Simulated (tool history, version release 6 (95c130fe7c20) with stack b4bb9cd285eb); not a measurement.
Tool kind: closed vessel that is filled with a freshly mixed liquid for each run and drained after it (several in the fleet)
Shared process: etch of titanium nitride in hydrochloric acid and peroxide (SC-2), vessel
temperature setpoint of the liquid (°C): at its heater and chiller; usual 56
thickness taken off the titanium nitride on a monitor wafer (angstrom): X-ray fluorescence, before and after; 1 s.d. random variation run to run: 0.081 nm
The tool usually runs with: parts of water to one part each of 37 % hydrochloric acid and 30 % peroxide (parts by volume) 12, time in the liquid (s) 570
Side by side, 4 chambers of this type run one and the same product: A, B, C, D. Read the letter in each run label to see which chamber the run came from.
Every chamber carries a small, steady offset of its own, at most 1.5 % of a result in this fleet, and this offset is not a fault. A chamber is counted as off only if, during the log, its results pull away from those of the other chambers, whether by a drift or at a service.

run,hour,temperature setpoint of the liquid (°C),parts of water to one part each of 37 % hydrochloric acid and 30 % peroxide (parts by volume),time in the liquid (s),hours since the thermometer was replaced,hours since the chemicals flow meter was replaced,hours since the drum of peroxide was connected,"read-back film thickness of the titanium nitride reference wafer, read on the same gauge (nm)",thickness taken off the titanium nitride on a monitor wafer (angstrom)
1C,12,56,12,570,1634.4,1223.1,361.4,119.96,130.19
2B,18.9,56,12,570,413,102.9,511.7,119.98,130.89
3A,25.4,56,12,570,1255.7,320.9,355.3,120.01,133.34
4D,31.3,56,12,570,432,135.1,233.5,120,133.03
5B,40.4,56,12,900,434.5,124.4,533.2,119.97,206.77
6D,48.2,56,12,900,448.9,152,250.4,120.02,208.66
7A,59.9,56,12,900,1290.2,355.4,389.8,120.02,209.17
# hour 61.7: chamber C: new drum of peroxide connected
8C,70.6,56,12,900,1693,1281.7,8.9,119.99,206.96
9D,77,56,12,890,477.7,180.8,279.2,119.99,207.66
10A,86.5,56,12,890,1316.8,382,416.4,119.97,206.97
11C,97.6,56,12,890,1720,1308.7,35.9,120.04,207.89
12B,107.4,56,12,890,501.5,191.4,600.2,120.02,202.62
13B,120.1,56,12,570,514.2,204.1,612.9,120.03,131.33
14C,128.1,56,8.5,270,1750.5,1339.2,66.4,120.01,83.899
# hour 129.4: chamber B: new drum of peroxide connected
# hour 129.7: chamber B: thermometer replaced
15D,140.4,56,8.5,270,541.1,244.2,342.6,120,84.086
16A,148.6,56,8.5,270,1378.9,444.1,478.5,120,82.979
17A,159,56,8.5,270,1389.3,454.5,488.9,120.01,83.013
18B,166.3,56,17.5,745,36.6,250.3,37,120,124.58
19C,172.5,56,17.5,745,1794.9,1383.6,110.8,120.01,121.57
20D,180.4,56,17.5,745,581.1,284.2,382.6,119.98,124.49
21B,190.7,56,17.5,745,61,274.7,61.4,119.99,122.85
22A,197.5,56,12,570,1427.8,493,527.4,120,130.01
23C,208.3,56,12,570,1830.7,1419.4,146.6,119.98,131.98
24D,216.2,56,12,570,616.9,320,418.4,120.01,132.42
25D,225.1,56,12,570,625.8,328.9,427.3,120,132.14
26B,237.2,56,12,570,107.5,321.2,107.9,120.01,132.26
27A,243.5,56,8.5,275,1473.8,539,573.4,119.99,82.186
28C,250.8,56,8.5,275,1873.2,1461.9,189.1,120.01,84.681
29A,258.5,56,8.5,275,1488.8,554,588.4,119.96,81.34
30C,264.6,56,8.5,275,1887,1475.7,202.9,119.98,85.071
31B,271.7,56,12,570,142,355.7,142.4,120,130.8
32D,280.1,56,12,570,680.8,383.9,482.3,120.02,131.59
33C,290,56,12,570,1912.4,1501.1,228.3,120,129.27
34D,301.4,56,12,570,702.1,405.2,503.6,119.98,132.1

Predict what each chamber gives when all 4 of them run the settings below next.
35A,310.7,56,12,570,,,,,?
35B,310.7,56,12,570,,,,,?
35C,310.7,56,12,570,,,,,?
35D,310.7,56,12,570,,,,,?

run,thickness taken off the titanium nitride on a monitor wafer (angstrom)
35A,122.67
35B,131.1
35C,130.96
35D,132.9
